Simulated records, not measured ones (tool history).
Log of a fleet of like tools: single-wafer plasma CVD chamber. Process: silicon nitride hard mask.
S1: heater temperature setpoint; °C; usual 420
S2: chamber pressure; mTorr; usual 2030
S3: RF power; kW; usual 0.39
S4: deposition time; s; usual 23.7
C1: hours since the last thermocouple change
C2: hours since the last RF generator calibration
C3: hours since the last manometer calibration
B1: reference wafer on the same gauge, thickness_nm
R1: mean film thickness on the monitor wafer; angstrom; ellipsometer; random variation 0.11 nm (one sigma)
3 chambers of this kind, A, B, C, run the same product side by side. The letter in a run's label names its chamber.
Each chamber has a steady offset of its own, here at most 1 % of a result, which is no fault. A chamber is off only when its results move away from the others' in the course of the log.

| run | hour | S1 | S2 | S3 | S4 | C1 | C2 | C3 | B1 | R1 |
|---|---|---|---|---|---|---|---|---|---|---|
| 1C | 3.3 | 420 | 2030 | 0.39 | 23.7 | 360.9 | 641.9 | 1473.1 | 37.978 | 338.86 |
| 2A | 6.5 | 420 | 2030 | 0.39 | 23.7 | 1209.2 | 1004.6 | 1553.3 | 38 | 339.4 |
| 3B | 9.9 | 420 | 2030 | 0.39 | 23.7 | 271.4 | 2433.2 | 1470.7 | 38.032 | 339.95 |
| 4C | 15.7 | 420 | 2030 | 0.39 | 23.7 | 373.3 | 654.3 | 1485.5 | 37.989 | 336.91 |
| 5B | 20.2 | 420 | 2030 | 0.39 | 23.7 | 281.7 | 2443.5 | 1481 | 38.007 | 340.35 |
| 6A | 24.9 | 420 | 2030 | 0.39 | 25.1 | 1227.6 | 1023 | 1571.7 | 37.995 | 360.72 |
| 7B | 28.3 | 420 | 2030 | 0.39 | 25.1 | 289.8 | 2451.6 | 1489.1 | 38.005 | 360.14 |
| 8C | 31.6 | 420 | 2030 | 0.39 | 25.1 | 389.2 | 670.2 | 1501.4 | 38.031 | 360.15 |
| 9A | 36.9 | 420 | 2030 | 0.39 | 23.7 | 1239.6 | 1035 | 1583.7 | 37.972 | 342.09 |
| 10C | 43.3 | 420 | 2030 | 0.39 | 23.7 | 400.9 | 681.9 | 1513.1 | 38.028 | 336.92 |
| 11B | 46.7 | 420 | 2030 | 0.39 | 23.7 | 308.2 | 2470 | 1507.5 | 38.032 | 339.58 |
| 12A | 50.8 | 420 | 2030 | 0.39 | 23.7 | 1253.5 | 1048.9 | 1597.6 | 38.024 | 339.73 |
| 13A | 57.5 | 410 | 2030 | 0.415 | 23.7 | 1260.2 | 1055.6 | 1604.3 | 38.002 | 352.98 |
| 14C | 62.1 | 410 | 2030 | 0.415 | 23.7 | 419.7 | 700.7 | 1531.9 | 37.993 | 353.88 |
|  | 66.6 | chamber B: RF generator calibrated |
| 15B | 68.8 | 410 | 2030 | 0.415 | 23.7 | 330.3 | 2.2 | 1529.6 | 37.995 | 352.97 |
| 16A | 75 | 420 | 2030 | 0.39 | 23.7 | 1277.7 | 1073.1 | 1621.8 | 38.005 | 340.15 |
| 17B | 78.7 | 420 | 2030 | 0.39 | 26.8 | 340.2 | 12.1 | 1539.5 | 37.983 | 383.28 |
| 18C | 83 | 420 | 2030 | 0.39 | 26.8 | 440.6 | 721.6 | 1552.8 | 37.996 | 383.58 |
| 19C | 88.8 | 420 | 2030 | 0.39 | 26.8 | 446.4 | 727.4 | 1558.6 | 38.01 | 381.45 |
| 20B | 94.6 | 420 | 2030 | 0.39 | 23.7 | 356.1 | 28 | 1555.4 | 38.018 | 340.81 |
| 21A | 100.3 | 420 | 2030 | 0.39 | 23.7 | 1303 | 1098.4 | 1647.1 | 38.006 | 340.31 |
| 22C | 105.2 | 420 | 2030 | 0.39 | 23.7 | 462.8 | 743.8 | 1575 | 38.007 | 339.33 |
| 23B | 108.5 | 420 | 2030 | 0.39 | 23.7 | 370 | 41.9 | 1569.3 | 38.002 | 337.03 |
| 24A | 111.9 | 420 | 2030 | 0.39 | 23.7 | 1314.6 | 1110 | 1658.7 | 37.992 | 341.2 |
| 25C | 118.9 | 420 | 2030 | 0.39 | 23.7 | 476.5 | 757.5 | 1588.7 | 38.003 | 340.62 |
| 26A | 122.6 | 420 | 2030 | 0.39 | 23.7 | 1325.3 | 1120.7 | 1669.4 | 37.995 | 342.83 |
| 27B | 127.4 | 420 | 2030 | 0.39 | 23.7 | 388.9 | 60.8 | 1588.2 | 38.012 | 340.04 |
| 28C | 132.9 | 420 | 2030 | 0.34 | 23.7 | 490.5 | 771.5 | 1602.7 | 37.983 | 309.22 |
| 29B | 136.5 | 420 | 2030 | 0.34 | 23.7 | 398 | 69.9 | 1597.3 | 38.009 | 312.28 |
|  | 137.8 | chamber A: RF generator calibrated |
| 30A | 142.4 | 420 | 2030 | 0.34 | 23.7 | 1345.1 | 4.6 | 1689.2 | 38.027 | 313.6 |
| 31C | 149.3 | 420 | 2030 | 0.39 | 23.7 | 506.9 | 787.9 | 1619.1 | 38.013 | 337.66 |
| 32A | 154.2 | 420 | 2030 | 0.39 | 23.7 | 1356.9 | 16.4 | 1701 | 37.985 | 342.39 |
| 33B | 158.4 | 420 | 2030 | 0.39 | 23.7 | 419.9 | 91.8 | 1619.2 | 37.975 | 338.02 |
| 34B | 163.6 | 420 | 2030 | 0.39 | 23.7 | 425.1 | 97 | 1624.4 | 37.988 | 338.61 |

All 3 chambers run these settings next. Forecast each chamber's results:
| 35A | 168.9 | 420 | 2030 | 0.39 | 23.7 |  |  |  |  | ? |
| 35B | 168.9 | 420 | 2030 | 0.39 | 23.7 |  |  |  |  | ? |
| 35C | 168.9 | 420 | 2030 | 0.39 | 23.7 |  |  |  |  | ? |

| run | R1 |
|---|---|
| 35A | 342.37 |
| 35B | 338.74 |
| 35C | 339.16 |

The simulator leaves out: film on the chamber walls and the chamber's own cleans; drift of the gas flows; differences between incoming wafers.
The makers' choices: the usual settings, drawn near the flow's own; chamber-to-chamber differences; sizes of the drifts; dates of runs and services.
